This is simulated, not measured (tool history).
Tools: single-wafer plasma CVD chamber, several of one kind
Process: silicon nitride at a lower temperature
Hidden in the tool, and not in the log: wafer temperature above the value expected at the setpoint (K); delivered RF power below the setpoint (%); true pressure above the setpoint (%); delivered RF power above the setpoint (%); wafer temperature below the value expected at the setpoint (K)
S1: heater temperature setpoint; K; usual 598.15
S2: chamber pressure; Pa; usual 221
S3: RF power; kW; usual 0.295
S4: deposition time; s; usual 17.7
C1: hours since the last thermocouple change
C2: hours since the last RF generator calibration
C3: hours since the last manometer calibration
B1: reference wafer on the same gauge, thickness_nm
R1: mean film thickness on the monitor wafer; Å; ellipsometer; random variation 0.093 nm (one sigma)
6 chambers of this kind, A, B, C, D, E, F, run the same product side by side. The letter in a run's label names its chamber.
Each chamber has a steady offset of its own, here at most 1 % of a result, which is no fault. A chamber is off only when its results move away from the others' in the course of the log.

Run 1B, hour 16.2: usual settings; C1 1020; C2 112; C3 299; B1 18.799. Result: R1 207.72 Å.
Run 2C, hour 32.4: usual settings; C1 1062; C2 511.8; C3 2303.9; B1 18.785. Result: R1 210.83 Å.
Run 3E, hour 47.2: usual settings; C1 2394.5; C2 1095.3; C3 1334; B1 18.793. Result: R1 210.16 Å.
Run 4A, hour 57.7: usual settings; C1 525.4; C2 1049; C3 1164.4; B1 18.82. Result: R1 208.72 Å.
Run 5D, hour 67.5: usual settings; C1 129.1; C2 2077; C3 305.8; B1 18.772. Result: R1 210.75 Å.
Run 6F, hour 83.5: usual settings; C1 1703.9; C2 2114.9; C3 210.6; B1 18.807. Result: R1 211.29 Å.
At hour 88.6: chamber E: thermocouple changed; heater temperature recalibrated.
Run 7E, hour 97.2: usual settings; C1 8.7; C2 1145.3; C3 1384; B1 18.818. Result: R1 208.43 Å.
At hour 100.9: chamber A: RF generator calibrated.
Run 8A, hour 113.7: usual settings; C1 581.4; C2 12.9; C3 1220.4; B1 18.786. Result: R1 210.45 Å.
At hour 127.8: chamber B: thermocouple changed; heater temperature recalibrated.
Run 9B, hour 129.9: usual settings but S2 267 Pa, S4 15.3 s; C1 2.1; C2 225.7; C3 412.7; B1 18.801. Result: R1 191.83 Å.
Run 10C, hour 140.4: usual settings but S2 267 Pa, S4 15.3 s; C1 1170; C2 619.8; C3 2411.9; B1 18.807. Result: R1 192.06 Å.
Run 11D, hour 151.7: usual settings but S2 267 Pa, S4 15.3 s; C1 213.3; C2 2161.2; C3 390; B1 18.769. Result: R1 192.12 Å.
Run 12F, hour 161.6: usual settings but S2 267 Pa, S4 15.3 s; C1 1782; C2 2193; C3 288.7; B1 18.82. Result: R1 192.22 Å.
Run 13C, hour 170: usual settings but S2 267 Pa, S4 15.3 s; C1 1199.6; C2 649.4; C3 2441.5; B1 18.8. Result: R1 191.78 Å.
Run 14F, hour 177.5: usual settings but S2 267 Pa, S4 15.3 s; C1 1797.9; C2 2208.9; C3 304.6; B1 18.791. Result: R1 192.29 Å.
Run 15B, hour 189.3: usual settings; C1 61.5; C2 285.1; C3 472.1; B1 18.809. Result: R1 209 Å.
At hour 191.5: chamber F: RF generator calibrated.
Run 16E, hour 205.5: usual settings; C1 117; C2 1253.6; C3 1492.3; B1 18.796. Result: R1 208.03 Å.
Run 17D, hour 214.2: usual settings but S2 251 Pa, S3 0.255 kW; C1 275.8; C2 2223.7; C3 452.5; B1 18.782. Result: R1 197.4 Å.
Run 18A, hour 224.8: usual settings but S2 251 Pa, S3 0.255 kW; C1 692.5; C2 124; C3 1331.5; B1 18.78. Result: R1 196.68 Å.
Run 19E, hour 236.8: usual settings but S2 251 Pa, S3 0.255 kW; C1 148.3; C2 1284.9; C3 1523.6; B1 18.81. Result: R1 195.52 Å.
Run 20A, hour 249.7: usual settings but S2 251 Pa, S3 0.255 kW; C1 717.4; C2 148.9; C3 1356.4; B1 18.8. Result: R1 197.84 Å.
Run 21F, hour 262.9: usual settings but S2 251 Pa, S3 0.255 kW; C1 1883.3; C2 71.4; C3 390; B1 18.815. Result: R1 198.12 Å.
At hour 269.6: chamber C: capacitance manometer re-zeroed and calibrated.
Run 22C, hour 273.6: usual settings but S2 251 Pa, S3 0.255 kW; C1 1303.2; C2 753; C3 4; B1 18.791. Result: R1 196.56 Å.
Run 23D, hour 290: usual settings; C1 351.6; C2 2299.5; C3 528.3; B1 18.805. Result: R1 210.17 Å.
Run 24B, hour 302.8: usual settings; C1 175; C2 398.6; C3 585.6; B1 18.791. Result: R1 207.2 Å.
Run 25C, hour 314.3: usual settings; C1 1343.9; C2 793.7; C3 44.7; B1 18.803. Result: R1 210.71 Å.
Run 26A, hour 327.7: usual settings; C1 795.4; C2 226.9; C3 1434.4; B1 18.823. Result: R1 209.27 Å.
Run 27F, hour 338.9: usual settings; C1 1959.3; C2 147.4; C3 466; B1 18.792. Result: R1 211.94 Å.
Run 28E, hour 350.2: usual settings; C1 261.7; C2 1398.3; C3 1637; B1 18.813. Result: R1 209.79 Å.
Run 29B, hour 361.7: usual settings but S1 584.15 K, S3 0.34 kW; C1 233.9; C2 457.5; C3 644.5; B1 18.818. Result: R1 229.62 Å.
Run 30D, hour 369.7: usual settings but S1 584.15 K, S3 0.34 kW; C1 431.3; C2 2379.2; C3 608; B1 18.799. Result: R1 230.94 Å.
Run 31C, hour 377.6: usual settings but S1 584.15 K, S3 0.34 kW; C1 1407.2; C2 857; C3 108; B1 18.828. Result: R1 233.18 Å.
Run 32D, hour 387.1: usual settings but S1 584.15 K, S3 0.34 kW; C1 448.7; C2 2396.6; C3 625.4; B1 18.8. Result: R1 232.72 Å.
At hour 401: chamber D: RF generator calibrated.
Run 33B, hour 402.3: usual settings but S1 584.15 K, S3 0.34 kW; C1 274.5; C2 498.1; C3 685.1; B1 18.79. Result: R1 230.41 Å.
Run 34F, hour 418: usual settings but S1 584.15 K, S3 0.34 kW; C1 2038.4; C2 226.5; C3 545.1; B1 18.818. Result: R1 232.67 Å.
Run 35A, hour 430.6: usual settings; C1 898.3; C2 329.8; C3 1537.3; B1 18.795. Result: R1 210.03 Å.
Run 36E, hour 445.1: usual settings; C1 356.6; C2 1493.2; C3 1731.9; B1 18.794. Result: R1 209.93 Å.
Run 37C, hour 452.5: usual settings; C1 1482.1; C2 931.9; C3 182.9; B1 18.782. Result: R1 210.83 Å.
Run 38B, hour 464.7: usual settings; C1 336.9; C2 560.5; C3 747.5; B1 18.795. Result: R1 207.36 Å.
Run 39A, hour 475: usual settings; C1 942.7; C2 374.2; C3 1581.7; B1 18.813. Result: R1 209.71 Å.
Run 40E, hour 488.7: usual settings; C1 400.2; C2 1536.8; C3 1775.5; B1 18.805. Result: R1 209.97 Å.
Run 41D, hour 503.3: usual settings; C1 564.9; C2 102.4; C3 741.6; B1 18.798. Result: R1 211.44 Å.
Run 42F, hour 511.2: usual settings; C1 2131.6; C2 319.7; C3 638.3; B1 18.796. Result: R1 211.17 Å.
Run 43D, hour 519: usual settings but S3 0.32 kW; C1 580.6; C2 118.1; C3 757.3; B1 18.802. Result: R1 222.61 Å.
At hour 524.1: chamber E: RF generator calibrated.
Run 44E, hour 528.2: usual settings but S3 0.32 kW; C1 439.7; C2 4.1; C3 1815; B1 18.792. Result: R1 220.65 Å.

What goes on in this fleet: one chamber off, a drifting gauge, or nothing beyond the chambers' own small offsets? Name the chamber and the cause, if any.

No chamber stands off beyond its own small offset, and the gauge holds steady.
